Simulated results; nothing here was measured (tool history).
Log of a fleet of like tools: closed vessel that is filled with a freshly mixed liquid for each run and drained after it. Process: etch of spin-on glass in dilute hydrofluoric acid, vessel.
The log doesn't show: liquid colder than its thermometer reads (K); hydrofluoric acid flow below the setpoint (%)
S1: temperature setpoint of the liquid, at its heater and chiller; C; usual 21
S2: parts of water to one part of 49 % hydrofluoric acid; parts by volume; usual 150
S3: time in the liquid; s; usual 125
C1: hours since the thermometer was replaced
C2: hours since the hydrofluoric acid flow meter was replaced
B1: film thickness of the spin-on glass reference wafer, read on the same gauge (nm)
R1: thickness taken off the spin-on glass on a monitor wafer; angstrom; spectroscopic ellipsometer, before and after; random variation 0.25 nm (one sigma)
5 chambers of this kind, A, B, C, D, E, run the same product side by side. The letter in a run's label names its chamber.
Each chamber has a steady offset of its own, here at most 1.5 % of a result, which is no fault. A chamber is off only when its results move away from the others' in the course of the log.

run,hour,S1,S2,S3,C1,C2,B1,R1
1B,9.5,21,150,125,459.4,253,70.022,430.09
2C,16.3,21,150,125,1005,48.9,70.004,429.54
3E,30.1,21,150,125,51.9,1944.6,70.01,433.14
# hour 36.5: chamber C: thermometer replaced
4A,40.1,21,150,125,1770.9,327,69.973,437.07
5D,50.4,21,150,125,1496.9,1353.7,69.986,429.7
6C,58.8,21,150,125,22.3,91.4,70.008,434.07
7A,67.4,21,150,125,1798.2,354.3,70.007,438.5
8D,75.9,21,150,125,1522.4,1379.2,70.023,434.21
9E,88.6,21,150,125,110.4,2003.1,70.027,433.39
10B,100.5,21,150,125,550.4,344,70.022,434.2
11A,114,21,150,125,1844.8,400.9,69.965,435.47
12E,124.9,21,150,125,146.7,2039.4,69.963,431.13
13D,134.6,21,150,125,1581.1,1437.9,69.942,433.84
14C,141.9,21,150,125,105.4,174.5,69.99,428.62
15B,149,21,150,125,598.9,392.5,70.011,431.7
16C,164.9,21,150,125,128.4,197.5,70.023,433.61
# hour 168.6: chamber A: thermometer replaced
17A,173.7,21,150,125,5.1,460.6,69.986,441.6
18D,182,21,150,125,1628.5,1485.3,69.985,427.5
19E,189.4,21,150,125,211.2,2103.9,69.982,433.03
20B,196.9,21,150,125,646.8,440.4,70.016,421.69
# hour 200.3: chamber E: hydrofluoric acid flow meter replaced
21E,208.4,21,150,125,230.2,8.1,69.956,430.4
22D,222.3,21,150,175,1668.8,1525.6,70.026,602.55
23A,229.4,21,150,175,60.8,516.3,70.019,608.56
24B,237.9,21,150,175,687.8,481.4,69.97,588.91
25C,244.8,21,150,175,208.3,277.4,70.031,607.46
26A,254.5,21,150,175,85.9,541.4,69.999,606.06
27E,265.9,21,150,125,287.7,65.6,69.987,436.2
28B,277.1,21,150,125,727,520.6,70.025,419.1
29C,290.8,21,150,125,254.3,323.4,69.978,436.36
# hour 297.3: chamber A: hydrofluoric acid flow meter replaced
30D,299.2,21,150,125,1745.7,1602.5,69.989,429.92
31C,308.7,21,150,125,272.2,341.3,70.01,434.73
32B,318.1,21,150,125,768,561.6,70.001,408.94
33A,332.2,21,150,125,163.6,34.9,70.035,437.8
34E,344.3,21,150,125,366.1,144,70.025,436.83
35D,353.1,21,150,125,1799.6,1656.4,70.041,431.31
36C,361.1,21,150,125,324.6,393.7,70.031,435.15
37A,376.6,21,150,125,208,79.3,70.006,436.04

All 5 chambers run these settings next. Forecast each chamber's results:
38A,388,21,150,125,,,,?
38B,388,21,150,125,,,,?
38C,388,21,150,125,,,,?
38D,388,21,150,125,,,,?
38E,388,21,150,125,,,,?

run,R1
38A,435.85
38B,408.04
38C,435.59
38D,432.19
38E,431.09
